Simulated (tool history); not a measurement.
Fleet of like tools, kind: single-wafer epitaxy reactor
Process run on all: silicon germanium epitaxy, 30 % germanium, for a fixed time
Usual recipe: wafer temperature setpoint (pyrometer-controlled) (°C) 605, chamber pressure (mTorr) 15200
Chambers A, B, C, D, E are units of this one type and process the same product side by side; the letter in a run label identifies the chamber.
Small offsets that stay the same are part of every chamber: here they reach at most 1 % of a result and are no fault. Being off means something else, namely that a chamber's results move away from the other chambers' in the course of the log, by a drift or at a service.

run   hour  wafer temperature setpoint (pyrometer-controlled) (°C)  chamber pressure (mTorr)  hours since the last pyrometer calibration  hours since the last manometer calibration  read-back reference wafer on the same gauge, thickness_nm  mean film thickness on the monitor wafer (Å)
 1A    3.9                                                     605                     15200                                       883.7                                      2038.9                                                     58.512                                        580.19
 2D    7.4                                                     605                     15200                                       917.1                                      1957.8                                                     58.555                                        581.69
 3C   10.7                                                     605                     15200                                       190.8                                       106.1                                                     58.575                                        579.37
 4E   14.2                                                     605                     15200                                      1214.5                                       668.2                                                     58.512                                        577.22
 5B   16.4                                                     605                     15200                                      1105.3                                        25.3                                                     58.525                                        581.14
 6A   18.9                                                     605                     15200                                       898.7                                      2053.9                                                     58.504                                        575.03
 7C   22.7                                                     605                     15200                                       202.8                                       118.1                                                     58.529                                        581.23
 8B   26.6                                                     605                     15200                                      1115.5                                        35.5                                                     58.449                                        583.00
 9D   29.2                                                     605                     15200                                       938.9                                      1979.6                                                     58.566                                        576.45
10E   33.3                                                     605                     15200                                      1233.6                                       687.3                                                     58.531                                        576.53
11C   36.1                                                     605                     15200                                       216.2                                       131.5                                                     58.445                                        593.91
12E   38.7                                                     605                     15200                                      1239.0                                       692.7                                                     58.436                                        574.87
13B   42.3                                                     605                     15200                                      1131.2                                        51.2                                                     58.439                                        579.12
14D   44.5                                                     605                     15200                                       954.2                                      1994.9                                                     58.504                                        583.74
15A   46.5                                                     605                     15200                                       926.3                                      2081.5                                                     58.435                                        579.94
16E   48.7                                                     594                     17300                                      1249.0                                       702.7                                                     58.554                                        492.88
17D   51.7                                                     594                     17300                                       961.4                                      2002.1                                                     58.383                                        501.62
18C   54.3                                                     594                     17300                                       234.4                                       149.7                                                     58.451                                        512.40
19B   57.1                                                     594                     17300                                      1146.0                                        66.0                                                     58.519                                        496.35
20A   60.6                                                     594                     17300                                       940.4                                      2095.6                                                     58.468                                        496.40
21D   62.7                                                     605                     15200                                       972.4                                      2013.1                                                     58.473                                        585.90
22A   65.9                                                     605                     15200                                       945.7                                      2100.9                                                     58.503                                        582.04
      69.1  -- chamber B: pyrometer calibrated
23C   69.5                                                     605                     15200                                       249.6                                       164.9                                                     58.406                                        588.53
24B   72.6                                                     605                     15200                                         3.5                                        81.5                                                     58.506                                        579.53
25E   76.0                                                     605                     15200                                      1276.3                                       730.0                                                     58.516                                        576.78
26D   80.4                                                     605                     15200                                       990.1                                      2030.8                                                     58.509                                        583.17
27C   82.8                                                     605                     15200                                       262.9                                       178.2                                                     58.467                                        595.63
28B   85.1                                                     605                     15200                                        16.0                                        94.0                                                     58.489                                        585.32
29E   87.3                                                     605                     15200                                      1287.6                                       741.3                                                     58.506                                        577.27
30A   89.8                                                     605                     15200                                       969.6                                      2124.8                                                     58.537                                        570.25
31E   92.0                                                     605                     15200                                      1292.3                                       746.0                                                     58.564                                        578.52
32C   94.3                                                     605                     15200                                       274.4                                       189.7                                                     58.540                                        601.12
33B   97.9                                                     605                     15200                                        28.8                                       106.8                                                     58.649                                        578.40
34A  101.5                                                     605                     15200                                       981.3                                      2136.5                                                     58.468                                        577.23
35D  105.1                                                     605                     15200                                      1014.8                                      2055.5                                                     58.565                                        584.88
36C  109.6                                                     605                     15200                                       289.7                                       205.0                                                     58.491                                        598.05
     110.7  -- chamber A: capacitance manometer re-zeroed and calibrated
37E  111.7                                                     605                     15200                                      1312.0                                       765.7                                                     58.530                                        579.49
38D  115.4                                                     605                     15200                                      1025.1                                      2065.8                                                     58.496                                        585.96
39B  118.8                                                     605                     15200                                        49.7                                       127.7                                                     58.472                                        588.66
40A  121.6                                                     605                     15200                                      1001.4                                        10.9                                                     58.452                                        581.07
41C  125.2                                                     605                     15200                                       305.3                                       220.6                                                     58.481                                        593.97
42A  128.2                                                     605                     15200                                      1008.0                                        17.5                                                     58.479                                        575.92
43D  131.7                                                     605                     15200                                      1041.4                                      2082.1                                                     58.509                                        582.75

Next, every chamber runs the same settings. What will each give?
44A  134.9                                                     598                     15200                                                                                                                                                                                                ?
44B  134.9                                                     598                     15200                                                                                                                                                                                                ?
44C  134.9                                                     598                     15200                                                                                                                                                                                                ?
44D  134.9                                                     598                     15200                                                                                                                                                                                                ?
44E  134.9                                                     598                     15200                                                                                                                                                                                                ?

run  mean film thickness on the monitor wafer (Å)
44A                                        508.96
44B                                        508.93
44C                                        527.70
44D                                        511.95
44E                                        509.89
